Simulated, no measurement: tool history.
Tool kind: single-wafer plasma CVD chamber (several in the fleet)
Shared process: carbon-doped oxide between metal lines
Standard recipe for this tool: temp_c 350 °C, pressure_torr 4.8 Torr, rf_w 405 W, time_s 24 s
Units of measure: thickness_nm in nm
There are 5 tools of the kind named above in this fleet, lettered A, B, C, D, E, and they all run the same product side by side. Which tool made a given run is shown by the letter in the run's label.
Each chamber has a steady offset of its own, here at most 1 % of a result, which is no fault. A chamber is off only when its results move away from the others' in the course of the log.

run,hour,temp_c,pressure_torr,rf_w,time_s,hours since the last thermocouple change,hours since the last RF generator calibration,hours since the last manometer calibration,"read-back reference wafer on the same gauge, thickness_nm",thickness_nm
1A,5.6,350,4.8,405,24,487.7,2246.4,912.5,111.93,106.06
2D,9.9,350,4.8,405,24,722.9,448.2,817.5,111.95,105.88
3C,12.7,350,4.8,405,24,615.1,485.7,187.8,111.75,106.43
4B,16.8,350,4.8,405,24,1468,791.1,442.8,112.03,105.6
5E,19.6,350,4.8,405,24,417,858.8,2244,111.98,103.91
6E,23.7,350,4.8,405,24,421.1,862.9,2248.1,112.04,105.45
7C,29.2,350,4.8,405,24,631.6,502.2,204.3,111.79,105.84
8D,32.6,350,4.8,405,24,745.6,470.9,840.2,111.96,104.74
9A,36,350,4.8,405,24,518.1,2276.8,942.9,112,105.12
10B,40,350,4.8,405,24,1491.2,814.3,466,112.28,106.36
11D,43.7,350,4.8,405,24,756.7,482,851.3,112.04,105.55
12E,47.3,350,4.8,405,24,444.7,886.5,2271.7,111.82,104.56
13A,52.4,350,4.8,405,24,534.5,2293.2,959.3,112.11,103.7
14B,58.4,350,5.15,435,24,1509.6,832.7,484.4,111.95,111.86
15C,61.4,350,5.15,435,24,663.8,534.4,236.5,112.05,113.79
# hour 64.2: chamber A: RF generator calibrated
16D,67.2,350,5.15,435,24,780.2,505.5,874.8,111.87,109.75
17B,73.1,350,5.15,435,24,1524.3,847.4,499.1,111.71,113.03
18C,77.3,350,5.15,435,24,679.7,550.3,252.4,111.89,113.8
19A,82.6,350,4.8,405,24,564.7,18.5,989.5,112.06,105.48
20E,85.2,350,4.8,405,24,482.6,924.4,2309.6,112.14,104.24
21D,88.8,350,4.8,345,24,801.8,527.1,896.4,111.99,91.696
22B,92,350,4.8,345,24,1543.2,866.3,518,111.95,93.364
23E,97.9,350,4.8,345,24,495.3,937.1,2322.3,111.99,92.507
24A,101.9,350,4.8,345,24,584,37.8,1008.8,111.85,92.019
25C,105.2,350,4.8,345,24,707.6,578.2,280.3,112.07,94.817
26B,109.5,350,4.8,405,24,1560.7,883.8,535.5,112.01,107.34
27A,113.2,350,4.8,405,24,595.3,49.1,1020.1,111.81,104.92
28E,117.8,350,4.8,405,24,515.2,957,2342.2,111.98,103.35
29C,123.5,350,4.27,440,24,725.9,596.5,298.6,112.01,111.47
30D,126.4,350,4.27,440,24,839.4,564.7,934,111.94,106.59
31A,129,350,4.27,440,24,611.1,64.9,1035.9,111.88,109.92
32D,134.4,350,4.27,440,24,847.4,572.7,942,112,105.73
33C,139,350,4.27,440,24,741.4,612,314.1,111.97,113.19
34B,142.1,350,4.8,405,24,1593.3,916.4,568.1,112.1,105.23
# hour 143.5: chamber E: capacitance manometer re-zeroed and calibrated
35E,146.2,337,4.8,405,24,543.6,985.4,2.8,112.13,108.69
# hour 147.3: chamber D: capacitance manometer re-zeroed and calibrated
36A,151.1,337,4.8,405,24,633.2,87,1058,111.9,109.68
37D,154.7,337,4.8,405,24,867.7,593,7.4,112.14,105.57
38E,159.9,337,4.8,405,24,557.3,999.1,16.5,111.97,109
39B,163.5,337,4.8,405,24,1614.7,937.8,589.5,112.06,110.19
40C,167,350,4.8,405,24,769.4,640,342.1,112.05,106.04
41E,170.6,350,4.8,355,24,568,1009.8,27.2,111.99,93.155
42D,175.2,350,4.8,355,24,888.2,613.5,27.9,112.06,91.024

One chamber off, gauge drift, or nothing amiss beyond the chambers' own small offsets? If it is a chamber, which one, and what is the likeliest cause?

It is chamber D that slowly wanders off from its peers.
Likeliest cause: delivered RF power below the setpoint (%) = 7.32.

Which of the 4 candidates below, each the usual settings with something changed and its results left as question marks, puts chamber D back in line with what the other chambers give on the usual settings?
In-line tolerance around the mean of the other chambers on the usual settings: thickness_nm 2.1 nm
43D-1,179.5,346,5.02,405,24,,,,,?
43D-2,179.5,350,4.75,405,22.8,,,,,?
43D-3,179.5,349,4.85,405,25.2,,,,,?
43D-4,179.5,356,4.8,405,24,,,,,?

The other chambers' mean on the usual settings: thickness_nm 105.56 nm
run,thickness_nm
43D-1,101.89
43D-2,94.989
43D-3,105.44
43D-4,98.398
43D-3 is the one that brings the chamber's results back in line with the other chambers.
